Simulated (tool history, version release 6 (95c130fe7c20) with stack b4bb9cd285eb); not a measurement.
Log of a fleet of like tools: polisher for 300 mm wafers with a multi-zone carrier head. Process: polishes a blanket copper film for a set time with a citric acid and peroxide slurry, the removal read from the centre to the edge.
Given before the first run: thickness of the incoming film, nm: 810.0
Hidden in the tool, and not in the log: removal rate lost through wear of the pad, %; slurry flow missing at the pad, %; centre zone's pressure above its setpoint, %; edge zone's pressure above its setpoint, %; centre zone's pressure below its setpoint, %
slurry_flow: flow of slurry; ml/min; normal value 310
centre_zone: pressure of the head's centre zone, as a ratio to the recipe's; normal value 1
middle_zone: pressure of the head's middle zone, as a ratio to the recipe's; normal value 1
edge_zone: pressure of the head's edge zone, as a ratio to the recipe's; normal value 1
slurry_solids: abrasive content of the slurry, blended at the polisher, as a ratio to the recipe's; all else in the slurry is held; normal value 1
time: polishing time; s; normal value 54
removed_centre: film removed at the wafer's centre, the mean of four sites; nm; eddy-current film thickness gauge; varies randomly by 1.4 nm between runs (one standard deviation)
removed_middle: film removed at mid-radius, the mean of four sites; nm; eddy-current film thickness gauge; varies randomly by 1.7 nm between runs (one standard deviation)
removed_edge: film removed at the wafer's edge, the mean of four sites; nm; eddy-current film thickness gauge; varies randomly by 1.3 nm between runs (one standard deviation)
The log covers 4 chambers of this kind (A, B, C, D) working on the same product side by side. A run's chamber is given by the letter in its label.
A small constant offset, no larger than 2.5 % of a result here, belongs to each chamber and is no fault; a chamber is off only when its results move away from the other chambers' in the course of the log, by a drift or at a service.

run	hour	slurry_flow	centre_zone	middle_zone	edge_zone	slurry_solids	time	wafers polished on this pad	hours since the slurry nozzle was cleaned	hours since the centre zone pressure was calibrated	hours since the edge zone pressure was calibrated	removed_centre	removed_middle	removed_edge
1B	11	310	1	1	1	1	54	650	543.2	385.7	369.7	152.23	154.53	155.26
# hour 13.5: chamber B: worn pad replaced by a new one
2C	17.4	310	1	1	1	1	54	264	63.5	34.5	248.5	152.55	156.02	155.99
# hour 28.1: chamber B: edge zone pressure recalibrated
3A	29.8	310	1	1	1	1	54	627	172.3	590.3	751.7	155.28	156.45	155.04
4D	42	310	1	1	1	1	54	1352	369.7	1034.2	790.7	154.87	152.43	154.02
5D	53.4	310	1.09	1	1	1	54	1432	381.1	1045.6	802.1	166.68	152.59	152.18
6A	64.9	310	1.09	1	1	1	54	874	207.4	625.4	786.8	170.98	151	154.64
7B	79.2	310	1.09	1	1	1	54	462	611.4	453.9	51.2	167.77	149.66	157.13
# hour 82.3: chamber D: worn pad replaced by a new one
8C	90	310	1.09	1	1	1	54	775	136.1	107.1	321.1	171.94	153.63	156.19
# hour 96.7: chamber B: worn pad replaced by a new one
9A	101.3	310	1	1	1	1	72	1130	243.8	661.8	823.2	208.56	208.79	204.66
# hour 106.4: chamber B: slurry nozzle cleaned
10C	115.4	310	1	1	1	1	72	953	161.5	132.5	346.5	207.04	203.04	206.81
# hour 117.6: chamber A: worn pad replaced by a new one
11D	125.6	310	1	1	1	1	72	305	453.3	1117.8	874.3	203.97	205.98	206.61
12B	132.3	310	1	1	1	1	72	250	25.9	507	104.3	205.52	203.35	207.04
13A	144.5	310	1	1	1	1	54	189	287	705	866.4	155.7	155.45	153.42
14C	159	310	1	1	1	1	54	1260	205.1	176.1	390.1	154.6	153.8	151.69
15D	172.6	310	1	1	1	1	54	635	500.3	1164.8	921.3	154.93	152.72	154.87
16B	182.8	310	1.05	1	1	1	54	606	76.4	557.5	154.8	160.69	154.13	156.64
# hour 183.3: chamber B: worn pad replaced by a new one
17D	196	310	1.05	1	1	1	54	800	523.7	1188.2	944.7	160.26	155.43	154.77
18C	203.6	310	1.05	1	1	1	54	1574	249.7	220.7	434.7	163.89	152.32	154.25
19A	216.7	310	1.05	1	1	1	54	697	359.2	777.2	938.6	164.33	154.11	155.51
# hour 220.8: chamber D: edge zone pressure recalibrated
20B	227.1	310	1	1	1	1	54	308	120.7	601.8	199.1	154.57	152.73	155.99
# hour 231.2: chamber A: centre zone pressure recalibrated
21C	234.1	310	1	1	1	1	54	1788	280.2	251.2	465.2	152.2	148.11	152.31
22B	241.6	310	1	1	1	1	54	410	135.2	616.3	213.6	152.23	151.67	155.5
23A	253.3	310	1	1	1	1	54	954	395.8	22.1	975.2	154.57	155.02	156.89
24D	260.4	310	1	1	1	1	54	1253	588.1	1252.6	39.7	154.69	153.55	157.29
# hour 265.1: chamber B: worn pad replaced by a new one
# hour 268.4: chamber A: slurry nozzle cleaned
# hour 271.1: chamber C: edge zone pressure recalibrated
25C	274.5	310	1	1	1	1	54	2072	320.6	291.6	3.5	150.26	152.15	151.02
# hour 275.9: chamber A: worn pad replaced by a new one
# hour 276.7: chamber A: edge zone pressure recalibrated
26B	282.1	310	1	0.93	1	1	54	119	175.7	656.8	254.1	152.14	143.08	155.2
27A	290.8	310	1	0.93	1	1	54	104	22.4	59.6	14.2	153.6	148.47	155.31
# hour 298.6: chamber D: worn pad replaced by a new one
28D	303.5	310	1	0.93	1	1	54	34	631.2	1295.7	82.8	153.19	145.83	155.31
# hour 306.4: chamber C: slurry nozzle cleaned
29A	312.4	310	1	0.93	1	1	54	256	44	81.2	35.8	155.51	144.56	156.01
30D	324.8	310	1	1	1	1	54	184	652.5	1317	104.1	154.07	155.34	156.24
31B	335	310	1	1	1	1	54	491	228.6	709.7	307	154.34	152.86	156.15
# hour 335.8: chamber D: slurry nozzle cleaned
32C	344.9	310	1	1	1	1	54	2568	38.6	362	73.9	149.35	146.78	146.25
# hour 351.9: chamber B: worn pad replaced by a new one
33A	357.7	310	1	1	1	1	54	575	89.3	126.5	81.1	154.13	155.45	153.33
# hour 365.6: chamber D: centre zone pressure recalibrated
34C	366.7	310	1	1	1	1	54	2721	60.4	383.8	95.7	145.65	143.95	143.46
35B	375.2	310	1	1	0.94	0.9	54	164	268.8	749.9	347.2	153.37	150.37	146.18
36D	388.5	310	1	1	0.94	0.9	54	632	52.7	23	167.8	149.66	149.04	147.09
37C	395.2	310	1	1	0.94	0.9	54	2921	88.9	412.3	124.2	142.83	136.94	132.81
38D	409.6	310	1	1	0.94	0.9	54	781	73.8	44.1	188.9	148.64	151.2	144.98
# hour 418.4: chamber B: edge zone pressure recalibrated
39B	419.4	310	1	1	1	1	54	475	313	794.1	1.1	152.97	149.82	156.57
40A	431.5	310	1	1	1	1	54	1094	163.1	200.3	154.9	157.07	157.85	153.75
# hour 439.3: chamber B: worn pad replaced by a new one
41A	441.1	310	1	1	0.9	1	54	1162	172.7	209.9	164.5	153.91	154.15	149.33
42D	449.5	310	1	1	0.9	1	54	1061	113.7	84	228.8	153.3	151.95	147.85
43B	462.3	310	1	1	0.9	1	54	162	355.9	837	44	153.31	149.83	149.01

Is one chamber out of step, is the gauge drifting, or do the chambers differ by no more than their own small offsets? For an off chamber, give its letter and the likeliest cause.

Chamber C drifts away from the others.
What lies behind it: removal rate lost through wear of the pad, % = 9.43.

Which of the 4 candidates below, each the usual settings with something changed and its results left as question marks, puts chamber C back in line with what the other chambers give on the usual settings?
In-line tolerance around the mean of the other chambers on the usual settings: removed_centre 4.9 nm; removed_middle 5.9 nm; removed_edge 4.7 nm
44C-1	472.7	310	1.01	1	0.99	1	49					?	?	?
44C-2	472.7	310	1	1	1	1	56					?	?	?
44C-3	472.7	310	0.99	1	1.01	1	60					?	?	?
44C-4	472.7	310	1	1	1	1	52					?	?	?

Usual-settings mean across the other chambers: removed_centre 154.05 nm; removed_middle 153.34 nm; removed_edge 154.93 nm
run	removed_centre	removed_middle	removed_edge
44C-1	129.27	126.84	125.62
44C-2	146.15	144.97	144.33
44C-3	154.88	155.33	155.46
44C-4	135.71	134.61	134.02
With 44C-3, the chamber falls back in line with the rest.
